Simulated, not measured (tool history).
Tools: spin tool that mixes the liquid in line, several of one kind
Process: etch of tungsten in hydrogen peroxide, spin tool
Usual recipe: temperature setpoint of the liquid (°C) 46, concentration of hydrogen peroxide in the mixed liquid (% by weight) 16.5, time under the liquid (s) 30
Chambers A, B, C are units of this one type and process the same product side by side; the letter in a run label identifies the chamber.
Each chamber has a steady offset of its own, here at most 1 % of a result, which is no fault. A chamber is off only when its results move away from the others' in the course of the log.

| run | day | temperature setpoint of the liquid (°C) | concentration of hydrogen peroxide in the mixed liquid (% by weight) | time under the liquid (s) | read-back film thickness of the tungsten reference wafer, read on the same gauge (nm) | thickness taken off the tungsten on a monitor wafer (Å) |
|---|---|---|---|---|---|---|
| 1C | 0.433 | 46 | 16.5 | 30 | 30.012 | 191.470 |
| 2B | 0.950 | 46 | 16.5 | 30 | 30.032 | 197.880 |
| 3A | 1.321 | 46 | 16.5 | 30 | 29.994 | 197.470 |
| 4B | 1.775 | 46 | 16.5 | 30 | 30.018 | 196.490 |
| 5C | 2.212 | 46 | 16.5 | 30 | 30.022 | 194.310 |
| 6A | 2.708 | 46 | 16.5 | 30 | 29.964 | 197.050 |
| 7A | 3.258 | 46 | 16.5 | 30 | 29.971 | 198.560 |
| 8B | 3.562 | 46 | 19.5 | 40 | 30.031 | 280.060 |
| 9C | 4.012 | 46 | 19.5 | 40 | 29.987 | 280.720 |
| 10A | 4.375 | 46 | 19.5 | 40 | 29.998 | 283.240 |
| 11C | 4.858 | 46 | 16.5 | 30 | 29.992 | 191.130 |
| 12B | 5.212 | 46 | 16.5 | 30 | 29.992 | 191.700 |
| 13B | 5.479 | 46 | 16.5 | 30 | 29.950 | 195.910 |
| 14A | 5.871 | 46 | 16.5 | 30 | 30.027 | 195.340 |
|  | 6.004 | chamber A: new drum of peroxide connected |
| 15C | 6.192 | 46 | 16.5 | 30 | 30.016 | 194.590 |
| 16C | 6.675 | 46 | 16.5 | 30 | 29.989 | 193.590 |
| 17B | 7.175 | 46 | 16.5 | 30 | 29.991 | 188.440 |
| 18A | 7.721 | 46 | 16.5 | 15 | 30.018 | 98.791 |
| 19A | 8.058 | 46 | 16.5 | 15 | 30.047 | 99.169 |
| 20B | 8.475 | 46 | 16.5 | 15 | 29.992 | 93.245 |
| 21C | 8.950 | 46 | 16.5 | 30 | 30.020 | 193.500 |
| 22C | 9.212 | 46 | 16.5 | 30 | 30.012 | 192.850 |
| 23A | 9.750 | 46 | 16.5 | 30 | 30.027 | 193.410 |
| 24B | 10.267 | 46 | 16.5 | 30 | 29.996 | 187.070 |
| 25B | 10.792 | 46 | 16.5 | 30 | 30.007 | 184.810 |
| 26A | 11.275 | 46 | 16.5 | 40 | 29.993 | 263.830 |
| 27C | 11.717 | 46 | 16.5 | 40 | 29.989 | 256.570 |

Read the log: is a single chamber off, either drifting away or since a service, is the gauge that measures every chamber drifting, or is nothing wrong beyond small per-chamber offsets? Name any odd chamber and what most likely caused it.

It is chamber B that slowly wanders off from its peers.
What lies behind it: temperature lost on the way to the wafer (K) = 1.23.
Not necessarily distinguishable in this log from: liquid colder than its thermometer reads (K); peroxide flow below the setpoint (%).

Below are 4 candidate recipes for chamber B's next run, each the usual settings with a change, their results shown as question marks. Which of them brings B's results back in line with what the other chambers give on the usual settings?
Maximum distance from the other chambers' mean on the usual settings for a result to count as in line: thickness taken off the tungsten on a monitor wafer (Å) 5.400
| 28B-1 | 12.142 | 44 | 16.5 | 30 |  | ? |
| 28B-2 | 12.142 | 47 | 16.5 | 30 |  | ? |
| 28B-3 | 12.142 | 45 | 16.5 | 30 |  | ? |
| 28B-4 | 12.142 | 46 | 20.5 | 30 |  | ? |

What the other chambers average on the usual settings: thickness taken off the tungsten on a monitor wafer (Å) 195.610
| run | thickness taken off the tungsten on a monitor wafer (Å) |
|---|---|
| 28B-1 | 160.720 |
| 28B-2 | 193.740 |
| 28B-3 | 171.080 |
| 28B-4 | 203.060 |
Change 28B-2 lands the chamber within the allowed miss of the other chambers.
